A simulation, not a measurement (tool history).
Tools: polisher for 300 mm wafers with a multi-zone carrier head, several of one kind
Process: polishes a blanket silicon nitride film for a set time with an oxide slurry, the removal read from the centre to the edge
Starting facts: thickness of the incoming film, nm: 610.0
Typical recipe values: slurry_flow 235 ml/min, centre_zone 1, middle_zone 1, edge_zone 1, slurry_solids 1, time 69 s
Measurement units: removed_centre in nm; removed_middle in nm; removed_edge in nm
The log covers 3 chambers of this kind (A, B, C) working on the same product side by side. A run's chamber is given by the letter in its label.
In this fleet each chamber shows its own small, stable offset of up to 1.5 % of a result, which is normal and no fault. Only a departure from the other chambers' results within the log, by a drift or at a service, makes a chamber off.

run   hour  slurry_flow  centre_zone  middle_zone  edge_zone  slurry_solids  time  removed_centre  removed_middle  removed_edge
 1A   10.7          235            1            1          1              1    69          34.138          34.793        34.297
      14.3  -- chamber A: worn pad replaced by a new one
 2B   16.5          235            1            1          1              1    69          35.432          35.323        34.357
 3C   23.4          235            1            1          1              1    69          35.209          35.312        34.216
 4C   31.2          235            1            1          1              1    69          34.672          35.227        34.792
 5A   38.3          235            1            1          1              1    69          35.246          34.843         34.12
      43.2  -- chamber B: worn pad replaced by a new one
 6B   45.1          235            1            1          1              1    69           35.18          35.277        34.774
 7B   53.2          235            1            1          1              1    69          34.376          34.567        35.613
        64  -- chamber A: edge zone pressure recalibrated
 8A   64.6          235            1            1          1              1    69          34.181          34.647        34.699
 9C   70.6          235            1            1          1              1    69          34.212          34.408        34.277
      75.4  -- chamber A: worn pad replaced by a new one
      75.6  -- chamber C: worn pad replaced by a new one
10A   80.5          235            1            1        1.1           1.15    69          35.737          36.709         39.11
11B   89.7          235            1            1        1.1           1.15    69          36.692          36.811        39.095
12C   99.4          235            1            1        1.1           1.15    69          37.659          37.199        39.507
13B  108.8          235            1            1          1              1    69          34.726           35.42        35.203
     114.8  -- chamber B: worn pad replaced by a new one
14A  116.3          280            1            1       1.06              1    69          34.053          35.172         36.26
     117.7  -- chamber C: slurry nozzle cleaned
15C  126.2          280            1            1       1.06              1    69          35.796          35.686        36.743
     131.6  -- chamber C: centre zone pressure recalibrated
16C    134          280            1            1       1.06              1    69          35.516          35.629        36.301
     136.5  -- chamber A: worn pad replaced by a new one
17B  144.4          235            1            1          1              1    69          34.837          34.949        33.762
18A  151.1          235            1            1          1              1    69          33.177          34.756        34.857
     155.2  -- chamber A: slurry nozzle cleaned
19B  160.8          235            1            1          1              1    69          34.698          35.101         34.15
20C  171.2          235            1            1          1              1    82          41.047          41.207        41.104
       178  -- chamber C: worn pad replaced by a new one
21A  181.6          235            1            1          1              1    82          38.975           41.54        41.122
     182.9  -- chamber B: worn pad replaced by a new one
22C  189.9          235            1            1          1              1    82          41.814          41.754        42.181
     191.1  -- chamber A: worn pad replaced by a new one
     191.6  -- chamber B: slurry nozzle cleaned
23A  197.6          235            1            1          1              1    69          32.751          34.429         34.34
24B  205.4          235            1            1          1              1    69           34.44          35.639         34.63
25B    212          235            1            1          1              1    69          34.617          35.294         35.42
26C  219.5          235            1            1          1              1    69          34.038           35.17        34.829
27A  226.6          265            1            1          1              1    69          32.921          35.148        35.074
28C  234.6          265            1            1          1              1    69          35.003          35.546        35.472
29B  239.8          265            1            1          1              1    69          35.505           35.26        35.167
30A  247.1          235            1            1          1              1    69          31.701           34.85        34.747
31C  252.9          235            1            1          1              1    69          34.684           35.55         34.38
       260  -- chamber A: worn pad replaced by a new one
32A  261.8          235            1            1          1              1    69          31.023          34.507        34.352
       263  -- chamber B: worn pad replaced by a new one
33B  272.1          235            1            1          1              1    69          33.922          34.913        34.512
34B  283.3          235            1            1          1              1    69          34.463          35.436         35.26
35A  292.7          235            1            1          1              1    69          30.984          34.538        35.239
     293.5  -- chamber C: worn pad replaced by a new one
       296  -- chamber C: edge zone pressure recalibrated
36C  298.6          235            1            1          1              1    69          34.322          35.036         35.51
37A  307.2          235            1            1          1              1    69          30.002          35.106        35.156
38B  314.4          235            1            1          1              1    69          35.135          35.127        35.837

All chambers now run identical settings, listed one chamber a line with results as question marks. What results will each chamber show?
39A  322.6          235            1            1          1              1    69               ?               ?             ?
39B  322.6          235            1            1          1              1    69               ?               ?             ?
39C  322.6          235            1            1          1              1    69               ?               ?             ?

run  removed_centre  removed_middle  removed_edge
39A          30.825          34.323        34.273
39B          34.446          35.243        35.164
39C          34.923          34.523        34.674
